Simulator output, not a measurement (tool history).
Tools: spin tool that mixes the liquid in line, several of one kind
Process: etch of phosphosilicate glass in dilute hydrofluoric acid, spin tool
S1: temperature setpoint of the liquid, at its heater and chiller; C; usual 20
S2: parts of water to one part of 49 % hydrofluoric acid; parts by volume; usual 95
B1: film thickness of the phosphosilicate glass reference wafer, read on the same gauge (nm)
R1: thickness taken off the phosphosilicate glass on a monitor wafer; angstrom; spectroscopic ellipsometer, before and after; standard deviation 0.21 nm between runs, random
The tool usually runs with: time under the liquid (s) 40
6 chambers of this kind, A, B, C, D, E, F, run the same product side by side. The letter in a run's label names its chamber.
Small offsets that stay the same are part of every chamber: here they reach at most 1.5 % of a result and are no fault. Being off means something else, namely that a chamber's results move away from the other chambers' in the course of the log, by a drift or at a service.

{"run": "1A", "day": 0.104, "S1": 20, "S2": 95, "time under the liquid (s)": 40, "B1": 149.98, "R1": 390.39}
{"day": 0.108, "done": "chamber B: hydrofluoric acid flow meter replaced"}
{"run": "2E", "day": 0.242, "S1": 20, "S2": 95, "time under the liquid (s)": 40, "B1": 149.99, "R1": 387.08}
{"run": "3F", "day": 0.404, "S1": 20, "S2": 95, "time under the liquid (s)": 40, "B1": 150.01, "R1": 391.74}
{"run": "4C", "day": 0.583, "S1": 20, "S2": 95, "time under the liquid (s)": 40, "B1": 149.99, "R1": 386.41}
{"run": "5D", "day": 0.679, "S1": 20, "S2": 95, "time under the liquid (s)": 40, "B1": 150, "R1": 386.96}
{"run": "6B", "day": 0.762, "S1": 20, "S2": 95, "time under the liquid (s)": 40, "B1": 149.97, "R1": 395.86}
{"run": "7D", "day": 0.933, "S1": 20, "S2": 95, "time under the liquid (s)": 40, "B1": 150.03, "R1": 383.91}
{"run": "8F", "day": 1.033, "S1": 20, "S2": 95, "time under the liquid (s)": 40, "B1": 150, "R1": 392.21}
{"run": "9B", "day": 1.179, "S1": 20, "S2": 95, "time under the liquid (s)": 40, "B1": 149.98, "R1": 389.8}
{"run": "10E", "day": 1.296, "S1": 20, "S2": 95, "time under the liquid (s)": 40, "B1": 150.01, "R1": 390.98}
{"run": "11A", "day": 1.442, "S1": 20, "S2": 75, "time under the liquid (s)": 40, "B1": 150, "R1": 503.77}
{"run": "12C", "day": 1.533, "S1": 20, "S2": 75, "time under the liquid (s)": 40, "B1": 149.99, "R1": 501.35}
{"run": "13E", "day": 1.625, "S1": 20, "S2": 75, "time under the liquid (s)": 40, "B1": 150, "R1": 498.99}
{"run": "14B", "day": 1.708, "S1": 20, "S2": 75, "time under the liquid (s)": 40, "B1": 150, "R1": 508.92}
{"run": "15D", "day": 1.842, "S1": 20, "S2": 75, "time under the liquid (s)": 40, "B1": 149.99, "R1": 502.34}
{"run": "16C", "day": 1.967, "S1": 20, "S2": 75, "time under the liquid (s)": 40, "B1": 150.01, "R1": 502.86}
{"run": "17F", "day": 2.125, "S1": 20, "S2": 95, "time under the liquid (s)": 40, "B1": 150.01, "R1": 394.34}
{"run": "18A", "day": 2.262, "S1": 20, "S2": 95, "time under the liquid (s)": 40, "B1": 150.01, "R1": 392.02}
{"run": "19B", "day": 2.442, "S1": 20, "S2": 95, "time under the liquid (s)": 40, "B1": 150.03, "R1": 393.98}
{"run": "20C", "day": 2.55, "S1": 20, "S2": 95, "time under the liquid (s)": 40, "B1": 149.98, "R1": 383.27}
{"run": "21E", "day": 2.662, "S1": 20, "S2": 95, "time under the liquid (s)": 40, "B1": 150, "R1": 387.3}
{"run": "22A", "day": 2.742, "S1": 20, "S2": 95, "time under the liquid (s)": 40, "B1": 150.01, "R1": 391.51}
{"run": "23F", "day": 2.867, "S1": 20, "S2": 95, "time under the liquid (s)": 40, "B1": 150, "R1": 402.14}
{"run": "24D", "day": 2.954, "S1": 20, "S2": 95, "time under the liquid (s)": 40, "B1": 150.01, "R1": 380.89}
{"run": "25E", "day": 3.092, "S1": 20, "S2": 95, "time under the liquid (s)": 40, "B1": 150, "R1": 390.47}
{"run": "26F", "day": 3.246, "S1": 20, "S2": 95, "time under the liquid (s)": 40, "B1": 149.97, "R1": 399.97}
{"run": "27A", "day": 3.338, "S1": 20, "S2": 95, "time under the liquid (s)": 40, "B1": 150.03, "R1": 390.61}
{"run": "28D", "day": 3.479, "S1": 20, "S2": 45, "time under the liquid (s)": 40, "B1": 150.03, "R1": 873.48}
{"run": "29C", "day": 3.629, "S1": 20, "S2": 45, "time under the liquid (s)": 40, "B1": 149.98, "R1": 878.02}
{"run": "30B", "day": 3.771, "S1": 20, "S2": 45, "time under the liquid (s)": 40, "B1": 149.99, "R1": 884.54}
{"run": "31B", "day": 3.9, "S1": 20, "S2": 45, "time under the liquid (s)": 40, "B1": 149.99, "R1": 884.39}
{"run": "32F", "day": 4.062, "S1": 20, "S2": 45, "time under the liquid (s)": 40, "B1": 149.99, "R1": 890.19}
{"run": "33A", "day": 4.208, "S1": 20, "S2": 45, "time under the liquid (s)": 40, "B1": 150, "R1": 870.72}
{"run": "34D", "day": 4.317, "S1": 20, "S2": 95, "time under the liquid (s)": 40, "B1": 150.01, "R1": 385.65}
{"run": "35C", "day": 4.454, "S1": 17.5, "S2": 50, "time under the liquid (s)": 40, "B1": 150.02, "R1": 712.53}
{"run": "36E", "day": 4.538, "S1": 17.5, "S2": 50, "time under the liquid (s)": 40, "B1": 149.97, "R1": 698.97}
{"run": "37D", "day": 4.675, "S1": 17.5, "S2": 50, "time under the liquid (s)": 40, "B1": 150, "R1": 704.38}
{"run": "38A", "day": 4.808, "S1": 17.5, "S2": 50, "time under the liquid (s)": 40, "B1": 149.99, "R1": 697.7}
{"run": "39F", "day": 4.954, "S1": 17.5, "S2": 50, "time under the liquid (s)": 40, "B1": 149.98, "R1": 727.65}
{"run": "40B", "day": 5.075, "S1": 17.5, "S2": 50, "time under the liquid (s)": 40, "B1": 150.03, "R1": 707.66}
{"run": "41E", "day": 5.25, "S1": 20, "S2": 95, "time under the liquid (s)": 40, "B1": 150.01, "R1": 389.82}
{"run": "42C", "day": 5.333, "S1": 23.5, "S2": 95, "time under the liquid (s)": 60, "B1": 150, "R1": 666.74}

What goes on in this fleet: one chamber off, a drifting gauge, or nothing beyond the chambers' own small offsets? Name the chamber and the cause, if any.

It is chamber F that slowly wanders off from its peers.
Most likely cause: hydrofluoric acid flow above the setpoint (%) = 4.44.
Not necessarily distinguishable in this log from: liquid hotter than its thermometer reads (K).

Below are 4 candidate recipes for chamber F's next run, each the usual settings with a change, their results shown as question marks. Which of them brings F's results back in line with what the other chambers give on the usual settings?
In line means no further than this from the other chambers' mean on the usual settings: R1 7.4 angstrom
{"run": "43F-1", "day": 5.462, "S1": 19.5, "S2": 95, "time under the liquid (s)": 40, "R1": "?"}
{"run": "43F-2", "day": 5.462, "S1": 20, "S2": 100, "time under the liquid (s)": 40, "R1": "?"}
{"run": "43F-3", "day": 5.462, "S1": 20.5, "S2": 95, "time under the liquid (s)": 40, "R1": "?"}
{"run": "43F-4", "day": 5.462, "S1": 20, "S2": 90, "time under the liquid (s)": 40, "R1": "?"}

Other chambers, usual settings, mean: R1 389.34 angstrom
run=43F-1 R1=401.17
run=43F-2 R1=387.31
run=43F-3 R1=418.43
run=43F-4 R1=434.64
The answer is 43F-2, which returns the chamber to within the allowed miss of the others.
